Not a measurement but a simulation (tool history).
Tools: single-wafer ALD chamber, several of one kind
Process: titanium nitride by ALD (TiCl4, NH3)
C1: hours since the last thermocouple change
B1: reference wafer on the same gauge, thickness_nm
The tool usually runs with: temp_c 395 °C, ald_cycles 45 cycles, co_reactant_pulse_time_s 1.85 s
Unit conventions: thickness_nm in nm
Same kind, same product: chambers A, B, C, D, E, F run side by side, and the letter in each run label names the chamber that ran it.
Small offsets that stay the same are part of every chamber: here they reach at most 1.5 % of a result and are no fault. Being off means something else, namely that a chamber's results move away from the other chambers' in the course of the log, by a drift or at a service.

run 1D hour=11.4 | temp_c=395 ald_cycles=45 co_reactant_pulse_time_s=1.85 | C1=208.7 | B1=1.0471 | thickness_nm=0.98594
run 2C hour=19.1 | temp_c=395 ald_cycles=45 co_reactant_pulse_time_s=1.85 | C1=1303.2 | B1=1.0469 | thickness_nm=0.98185
run 3A hour=27.1 | temp_c=395 ald_cycles=45 co_reactant_pulse_time_s=1.85 | C1=225.2 | B1=1.0472 | thickness_nm=0.99686
run 4E hour=34.7 | temp_c=395 ald_cycles=45 co_reactant_pulse_time_s=1.85 | C1=836.3 | B1=1.0469 | thickness_nm=0.98190
run 5B hour=42.0 | temp_c=395 ald_cycles=45 co_reactant_pulse_time_s=1.85 | C1=361.6 | B1=1.0467 | thickness_nm=0.98387
run 6F hour=51.2 | temp_c=395 ald_cycles=45 co_reactant_pulse_time_s=1.85 | C1=607.1 | B1=1.0470 | thickness_nm=0.99129
run 7A hour=60.6 | temp_c=395 ald_cycles=45 co_reactant_pulse_time_s=1.85 | C1=258.7 | B1=1.0466 | thickness_nm=0.99751
run 8B hour=69.6 | temp_c=395 ald_cycles=45 co_reactant_pulse_time_s=1.85 | C1=389.2 | B1=1.0474 | thickness_nm=0.98169
run 9F hour=77.4 | temp_c=395 ald_cycles=45 co_reactant_pulse_time_s=1.85 | C1=633.3 | B1=1.0465 | thickness_nm=0.98725
run 10D hour=86.4 | temp_c=395 ald_cycles=45 co_reactant_pulse_time_s=1.39 | C1=283.7 | B1=1.0472 | thickness_nm=0.97143
run 11E hour=94.5 | temp_c=395 ald_cycles=45 co_reactant_pulse_time_s=1.39 | C1=896.1 | B1=1.0472 | thickness_nm=0.96241
run 12C hour=106.7 | temp_c=395 ald_cycles=45 co_reactant_pulse_time_s=1.39 | C1=1390.8 | B1=1.0476 | thickness_nm=0.96801
run 13D hour=112.5 | temp_c=395 ald_cycles=45 co_reactant_pulse_time_s=1.39 | C1=309.8 | B1=1.0472 | thickness_nm=0.97369
run 14B hour=120.1 | temp_c=395 ald_cycles=45 co_reactant_pulse_time_s=1.39 | C1=439.7 | B1=1.0470 | thickness_nm=0.97249
run 15C hour=130.5 | temp_c=395 ald_cycles=45 co_reactant_pulse_time_s=1.39 | C1=1414.6 | B1=1.0471 | thickness_nm=0.96328
run 16E hour=137.5 | temp_c=395 ald_cycles=45 co_reactant_pulse_time_s=1.85 | C1=939.1 | B1=1.0471 | thickness_nm=0.98201
run 17A hour=146.8 | temp_c=395 ald_cycles=45 co_reactant_pulse_time_s=1.85 | C1=344.9 | B1=1.0464 | thickness_nm=1.00150
run 18F hour=153.0 | temp_c=395 ald_cycles=45 co_reactant_pulse_time_s=1.85 | C1=708.9 | B1=1.0472 | thickness_nm=0.99157
run 19D hour=161.6 | temp_c=395 ald_cycles=41 co_reactant_pulse_time_s=1.85 | C1=358.9 | B1=1.0463 | thickness_nm=0.89749
run 20F hour=168.3 | temp_c=395 ald_cycles=41 co_reactant_pulse_time_s=1.85 | C1=724.2 | B1=1.0477 | thickness_nm=0.90190
run 21A hour=178.4 | temp_c=395 ald_cycles=41 co_reactant_pulse_time_s=1.85 | C1=376.5 | B1=1.0463 | thickness_nm=0.91085
-- hour=180.2 chamber E: thermocouple changed; heater temperature recalibrated
run 22C hour=190.4 | temp_c=395 ald_cycles=41 co_reactant_pulse_time_s=1.85 | C1=1474.5 | B1=1.0467 | thickness_nm=0.89483
run 23E hour=201.0 | temp_c=395 ald_cycles=41 co_reactant_pulse_time_s=1.85 | C1=20.8 | B1=1.0468 | thickness_nm=0.88795
run 24B hour=209.4 | temp_c=395 ald_cycles=41 co_reactant_pulse_time_s=1.85 | C1=529.0 | B1=1.0477 | thickness_nm=0.90189
run 25E hour=219.4 | temp_c=395 ald_cycles=45 co_reactant_pulse_time_s=1.85 | C1=39.2 | B1=1.0472 | thickness_nm=0.97805
run 26B hour=227.2 | temp_c=395 ald_cycles=45 co_reactant_pulse_time_s=1.85 | C1=546.8 | B1=1.0467 | thickness_nm=0.98440
run 27F hour=239.3 | temp_c=395 ald_cycles=45 co_reactant_pulse_time_s=1.85 | C1=795.2 | B1=1.0470 | thickness_nm=0.98954
run 28C hour=251.2 | temp_c=395 ald_cycles=45 co_reactant_pulse_time_s=1.85 | C1=1535.3 | B1=1.0471 | thickness_nm=0.98280
run 29A hour=263.0 | temp_c=395 ald_cycles=45 co_reactant_pulse_time_s=1.85 | C1=461.1 | B1=1.0467 | thickness_nm=1.00350
run 30D hour=273.5 | temp_c=395 ald_cycles=45 co_reactant_pulse_time_s=1.85 | C1=470.8 | B1=1.0475 | thickness_nm=0.98239
run 31F hour=282.4 | temp_c=395 ald_cycles=45 co_reactant_pulse_time_s=1.85 | C1=838.3 | B1=1.0470 | thickness_nm=0.98814
run 32D hour=292.4 | temp_c=395 ald_cycles=45 co_reactant_pulse_time_s=1.85 | C1=489.7 | B1=1.0466 | thickness_nm=0.98641
run 33E hour=298.3 | temp_c=395 ald_cycles=45 co_reactant_pulse_time_s=1.85 | C1=118.1 | B1=1.0476 | thickness_nm=0.98031
run 34C hour=310.0 | temp_c=395 ald_cycles=45 co_reactant_pulse_time_s=1.85 | C1=1594.1 | B1=1.0473 | thickness_nm=0.98257
run 35B hour=316.8 | temp_c=395 ald_cycles=45 co_reactant_pulse_time_s=1.85 | C1=636.4 | B1=1.0477 | thickness_nm=0.98796
run 36A hour=323.6 | temp_c=395 ald_cycles=45 co_reactant_pulse_time_s=1.85 | C1=521.7 | B1=1.0470 | thickness_nm=1.00060
-- hour=325.3 chamber C: thermocouple changed; heater temperature recalibrated
run 37F hour=335.3 | temp_c=395 ald_cycles=45 co_reactant_pulse_time_s=1.85 | C1=891.2 | B1=1.0475 | thickness_nm=0.99353
run 38C hour=345.0 | temp_c=395 ald_cycles=45 co_reactant_pulse_time_s=1.85 | C1=19.7 | B1=1.0470 | thickness_nm=0.98450
run 39E hour=356.7 | temp_c=395 ald_cycles=45 co_reactant_pulse_time_s=1.85 | C1=176.5 | B1=1.0470 | thickness_nm=0.97310
run 40A hour=364.2 | temp_c=395 ald_cycles=45 co_reactant_pulse_time_s=1.85 | C1=562.3 | B1=1.0473 | thickness_nm=0.99888
run 41D hour=376.4 | temp_c=395 ald_cycles=45 co_reactant_pulse_time_s=1.85 | C1=573.7 | B1=1.0477 | thickness_nm=0.98799

Is one chamber off against the others, does the gauge drift, or is nothing wrong? If a chamber is off, say which, and what the likeliest cause is.

The fleet is healthy, with each chamber sitting at its usual small offset and no drift in the gauge.

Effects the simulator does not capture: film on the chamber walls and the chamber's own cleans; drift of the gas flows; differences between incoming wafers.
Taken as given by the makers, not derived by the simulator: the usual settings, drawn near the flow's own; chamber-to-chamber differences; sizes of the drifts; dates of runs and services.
